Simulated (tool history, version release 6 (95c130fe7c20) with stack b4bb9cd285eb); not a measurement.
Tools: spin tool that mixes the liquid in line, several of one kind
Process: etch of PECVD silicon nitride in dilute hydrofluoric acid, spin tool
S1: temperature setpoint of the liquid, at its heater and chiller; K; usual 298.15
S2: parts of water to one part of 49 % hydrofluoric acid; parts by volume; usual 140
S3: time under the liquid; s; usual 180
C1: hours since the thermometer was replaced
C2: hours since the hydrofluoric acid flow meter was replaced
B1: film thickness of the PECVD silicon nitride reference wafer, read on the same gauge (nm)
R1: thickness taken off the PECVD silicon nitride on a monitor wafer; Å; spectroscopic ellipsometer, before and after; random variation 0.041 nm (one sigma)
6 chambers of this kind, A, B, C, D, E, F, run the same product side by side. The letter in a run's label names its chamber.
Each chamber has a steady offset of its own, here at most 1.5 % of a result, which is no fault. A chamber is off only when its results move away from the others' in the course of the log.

{"run": "1F", "day": 0.433, "S1": 298.15, "S2": 140, "S3": 180, "C1": 164.3, "C2": 1116.5, "B1": 150.0, "R1": 47.01}
{"run": "2A", "day": 0.675, "S1": 298.15, "S2": 140, "S3": 180, "C1": 2830.9, "C2": 19.7, "B1": 150.03, "R1": 46.669}
{"run": "3B", "day": 1.079, "S1": 298.15, "S2": 140, "S3": 180, "C1": 252.8, "C2": 507.8, "B1": 150.03, "R1": 46.201}
{"run": "4C", "day": 1.388, "S1": 298.15, "S2": 140, "S3": 180, "C1": 1642.3, "C2": 152.1, "B1": 150.01, "R1": 46.203}
{"run": "5D", "day": 1.783, "S1": 298.15, "S2": 140, "S3": 180, "C1": 1457.3, "C2": 872.4, "B1": 150.01, "R1": 46.202}
{"run": "6E", "day": 2.108, "S1": 300.65, "S2": 140, "S3": 180, "C1": 1182.7, "C2": 488.5, "B1": 149.96, "R1": 53.748}
{"run": "7E", "day": 2.512, "S1": 300.65, "S2": 140, "S3": 180, "C1": 1192.4, "C2": 498.2, "B1": 149.98, "R1": 52.827}
{"run": "8B", "day": 2.771, "S1": 300.65, "S2": 140, "S3": 180, "C1": 293.4, "C2": 548.4, "B1": 149.94, "R1": 54.291}
{"run": "9F", "day": 3.042, "S1": 300.65, "S2": 140, "S3": 180, "C1": 226.9, "C2": 1179.1, "B1": 150.03, "R1": 54.04}
{"run": "10A", "day": 3.3, "S1": 300.65, "S2": 140, "S3": 180, "C1": 2893.9, "C2": 82.7, "B1": 150.01, "R1": 53.892}
{"run": "11C", "day": 3.583, "S1": 300.65, "S2": 140, "S3": 180, "C1": 1695.0, "C2": 204.8, "B1": 150.04, "R1": 53.387}
{"run": "12D", "day": 3.821, "S1": 298.15, "S2": 140, "S3": 180, "C1": 1506.2, "C2": 921.3, "B1": 150.0, "R1": 45.44}
{"run": "13B", "day": 4.3, "S1": 298.15, "S2": 140, "S3": 275, "C1": 330.1, "C2": 585.1, "B1": 149.99, "R1": 71.086}
{"run": "14C", "day": 4.567, "S1": 298.15, "S2": 140, "S3": 275, "C1": 1718.6, "C2": 228.4, "B1": 149.98, "R1": 69.983}
{"day": 4.862, "done": "chamber C: thermometer replaced"}
{"run": "15F", "day": 5.025, "S1": 298.15, "S2": 140, "S3": 275, "C1": 274.5, "C2": 1226.7, "B1": 150.02, "R1": 70.604}
{"run": "16E", "day": 5.421, "S1": 298.15, "S2": 140, "S3": 275, "C1": 1262.2, "C2": 568.0, "B1": 149.99, "R1": 70.164}
{"run": "17A", "day": 5.738, "S1": 298.15, "S2": 140, "S3": 275, "C1": 2952.4, "C2": 141.2, "B1": 150.02, "R1": 71.352}
{"run": "18D", "day": 6.238, "S1": 298.15, "S2": 140, "S3": 275, "C1": 1564.2, "C2": 979.3, "B1": 149.99, "R1": 70.97}
{"day": 6.288, "done": "chamber D: thermometer replaced"}
{"run": "19F", "day": 6.517, "S1": 298.15, "S2": 140, "S3": 225, "C1": 310.3, "C2": 1262.5, "B1": 149.98, "R1": 57.158}
{"run": "20C", "day": 6.821, "S1": 298.15, "S2": 140, "S3": 225, "C1": 47.0, "C2": 282.5, "B1": 150.0, "R1": 56.59}
{"run": "21E", "day": 7.296, "S1": 298.15, "S2": 140, "S3": 225, "C1": 1307.2, "C2": 613.0, "B1": 150.02, "R1": 56.989}
{"run": "22B", "day": 7.662, "S1": 298.15, "S2": 140, "S3": 225, "C1": 410.8, "C2": 665.8, "B1": 150.02, "R1": 57.821}
{"run": "23D", "day": 8.121, "S1": 298.15, "S2": 140, "S3": 225, "C1": 44.1, "C2": 1024.5, "B1": 150.01, "R1": 57.558}
{"run": "24A", "day": 8.567, "S1": 298.15, "S2": 140, "S3": 225, "C1": 3020.3, "C2": 209.1, "B1": 150.02, "R1": 58.784}
{"run": "25F", "day": 9.017, "S1": 298.15, "S2": 140, "S3": 180, "C1": 370.3, "C2": 1322.5, "B1": 150.06, "R1": 44.652}
{"run": "26B", "day": 9.533, "S1": 298.15, "S2": 140, "S3": 180, "C1": 455.7, "C2": 710.7, "B1": 149.97, "R1": 45.682}
{"run": "27C", "day": 9.783, "S1": 298.15, "S2": 140, "S3": 180, "C1": 118.1, "C2": 353.6, "B1": 150.0, "R1": 45.18}
{"day": 9.875, "done": "chamber A: thermometer replaced"}
{"run": "28A", "day": 10.029, "S1": 298.15, "S2": 140, "S3": 180, "C1": 3.7, "C2": 244.2, "B1": 150.05, "R1": 46.283}
{"run": "29E", "day": 10.321, "S1": 298.15, "S2": 140, "S3": 265, "C1": 1379.8, "C2": 685.6, "B1": 149.98, "R1": 68.046}
{"run": "30D", "day": 10.725, "S1": 298.15, "S2": 140, "S3": 265, "C1": 106.6, "C2": 1087.0, "B1": 150.02, "R1": 69.487}
{"run": "31A", "day": 11.029, "S1": 298.15, "S2": 140, "S3": 265, "C1": 27.7, "C2": 268.2, "B1": 150.01, "R1": 68.216}
{"run": "32D", "day": 11.396, "S1": 298.15, "S2": 140, "S3": 265, "C1": 122.7, "C2": 1103.1, "B1": 150.01, "R1": 68.337}
{"run": "33B", "day": 11.783, "S1": 298.15, "S2": 140, "S3": 265, "C1": 509.7, "C2": 764.7, "B1": 150.01, "R1": 67.131}
{"run": "34C", "day": 12.254, "S1": 298.15, "S2": 140, "S3": 265, "C1": 177.4, "C2": 412.9, "B1": 150.0, "R1": 67.866}
{"run": "35E", "day": 12.7, "S1": 298.15, "S2": 165, "S3": 180, "C1": 1436.9, "C2": 742.7, "B1": 150.0, "R1": 39.206}
{"day": 12.821, "done": "chamber E: thermometer replaced"}
{"run": "36F", "day": 13.062, "S1": 298.15, "S2": 165, "S3": 180, "C1": 467.4, "C2": 1419.6, "B1": 150.01, "R1": 36.518}
{"run": "37D", "day": 13.517, "S1": 298.15, "S2": 165, "S3": 180, "C1": 173.6, "C2": 1154.0, "B1": 150.02, "R1": 39.444}
{"day": 13.8, "done": "chamber F: hydrofluoric acid flow meter replaced"}
{"run": "38E", "day": 13.954, "S1": 298.15, "S2": 165, "S3": 180, "C1": 27.3, "C2": 772.8, "B1": 150.0, "R1": 39.048}
{"run": "39B", "day": 14.346, "S1": 298.15, "S2": 165, "S3": 180, "C1": 571.2, "C2": 826.2, "B1": 150.03, "R1": 39.423}
{"run": "40C", "day": 14.75, "S1": 298.15, "S2": 165, "S3": 180, "C1": 237.3, "C2": 472.8, "B1": 150.05, "R1": 38.758}
{"run": "41F", "day": 15.088, "S1": 298.15, "S2": 140, "S3": 180, "C1": 516.0, "C2": 31.0, "B1": 149.99, "R1": 42.179}
{"run": "42A", "day": 15.392, "S1": 298.15, "S2": 140, "S3": 180, "C1": 132.4, "C2": 372.9, "B1": 150.02, "R1": 47.192}
{"run": "43F", "day": 15.888, "S1": 298.15, "S2": 140, "S3": 180, "C1": 535.2, "C2": 50.2, "B1": 150.02, "R1": 41.865}

Next, every chamber runs the same settings. What will each give?
{"run": "44A", "day": 16.267, "S1": 298.15, "S2": 190, "S3": 180, "R1": "?"}
{"run": "44B", "day": 16.267, "S1": 298.15, "S2": 190, "S3": 180, "R1": "?"}
{"run": "44C", "day": 16.267, "S1": 298.15, "S2": 190, "S3": 180, "R1": "?"}
{"run": "44D", "day": 16.267, "S1": 298.15, "S2": 190, "S3": 180, "R1": "?"}
{"run": "44E", "day": 16.267, "S1": 298.15, "S2": 190, "S3": 180, "R1": "?"}
{"run": "44F", "day": 16.267, "S1": 298.15, "S2": 190, "S3": 180, "R1": "?"}

run=44A R1=34.527
run=44B R1=33.899
run=44C R1=33.595
run=44D R1=34.159
run=44E R1=33.520
run=44F R1=30.754
